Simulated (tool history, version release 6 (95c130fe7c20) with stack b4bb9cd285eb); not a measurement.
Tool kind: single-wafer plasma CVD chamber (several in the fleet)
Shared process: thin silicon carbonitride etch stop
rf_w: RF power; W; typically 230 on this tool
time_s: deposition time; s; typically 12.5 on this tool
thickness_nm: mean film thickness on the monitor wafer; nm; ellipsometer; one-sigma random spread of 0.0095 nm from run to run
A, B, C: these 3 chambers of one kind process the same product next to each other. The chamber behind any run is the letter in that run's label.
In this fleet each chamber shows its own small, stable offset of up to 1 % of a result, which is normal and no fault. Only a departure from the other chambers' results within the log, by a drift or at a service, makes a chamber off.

| run | hour | rf_w | time_s | read-back reference wafer on the same gauge, thickness_nm | thickness_nm |
|---|---|---|---|---|---|
| 1A | 9.0 | 230 | 12.5 | 8.5784 | 7.4418 |
| 2B | 19.2 | 230 | 12.5 | 8.5792 | 7.3866 |
| 3C | 33.2 | 230 | 12.5 | 8.5756 | 7.4823 |
| 4A | 44.7 | 230 | 12.5 | 8.5713 | 7.4251 |
| 5C | 55.1 | 230 | 12.5 | 8.5725 | 7.4493 |
| 6B | 63.5 | 230 | 12.5 | 8.5716 | 7.3728 |
| 7B | 72.9 | 230 | 12.5 | 8.5715 | 7.3686 |
| 8C | 86.1 | 195 | 12.5 | 8.5705 | 7.1006 |
| 9A | 97.2 | 195 | 12.5 | 8.5682 | 7.0749 |
| 10C | 106.2 | 195 | 12.5 | 8.5700 | 7.0952 |
| 11B | 113.5 | 230 | 12.5 | 8.5672 | 7.3542 |
| 12A | 128.5 | 230 | 12.5 | 8.5642 | 7.4181 |
| 13C | 141.9 | 230 | 12.5 | 8.5617 | 7.4603 |
| 14A | 148.6 | 230 | 12.5 | 8.5636 | 7.4163 |
| 15B | 163.5 | 230 | 12.5 | 8.5615 | 7.3344 |
| 16A | 171.4 | 230 | 12.5 | 8.5603 | 7.4027 |
| 17B | 180.4 | 250 | 12.5 | 8.5596 | 7.5394 |
| 18C | 191.0 | 250 | 12.5 | 8.5578 | 7.6589 |
| 19B | 201.6 | 250 | 12.5 | 8.5570 | 7.5392 |
| 20A | 216.0 | 230 | 12.5 | 8.5552 | 7.4107 |
| 21C | 225.6 | 230 | 12.5 | 8.5528 | 7.4463 |
| 22B | 232.2 | 230 | 12.5 | 8.5540 | 7.3618 |
|  | 233.7 | chamber B: thermocouple changed; heater temperature recalibrated |
| 23C | 245.7 | 230 | 12.5 | 8.5524 | 7.4469 |
| 24A | 257.5 | 230 | 12.5 | 8.5487 | 7.3972 |
| 25B | 267.5 | 230 | 11.8 | 8.5497 | 6.9169 |
| 26A | 275.5 | 230 | 11.8 | 8.5500 | 6.9812 |
| 27C | 283.4 | 230 | 11.8 | 8.5467 | 7.0182 |
| 28A | 296.9 | 230 | 12.5 | 8.5467 | 7.4009 |
| 29B | 307.7 | 230 | 12.5 | 8.5459 | 7.3369 |
| 30C | 321.6 | 260 | 12.5 | 8.5424 | 7.7117 |
| 31C | 333.7 | 260 | 12.5 | 8.5385 | 7.7009 |
| 32A | 347.5 | 260 | 12.5 | 8.5416 | 7.6759 |
| 33B | 359.2 | 230 | 12.5 | 8.5402 | 7.3193 |
| 34C | 366.1 | 230 | 12.5 | 8.5363 | 7.4285 |
| 35B | 375.4 | 230 | 12.5 | 8.5340 | 7.3522 |

For the next run the whole fleet of 3 chambers uses the same settings. Give each chamber's results:
| 36A | 386.2 | 230 | 11.2 |  | ? |
| 36B | 386.2 | 230 | 11.2 |  | ? |
| 36C | 386.2 | 230 | 11.2 |  | ? |

| run | thickness_nm |
|---|---|
| 36A | 6.6184 |
| 36B | 6.5608 |
| 36C | 6.6658 |

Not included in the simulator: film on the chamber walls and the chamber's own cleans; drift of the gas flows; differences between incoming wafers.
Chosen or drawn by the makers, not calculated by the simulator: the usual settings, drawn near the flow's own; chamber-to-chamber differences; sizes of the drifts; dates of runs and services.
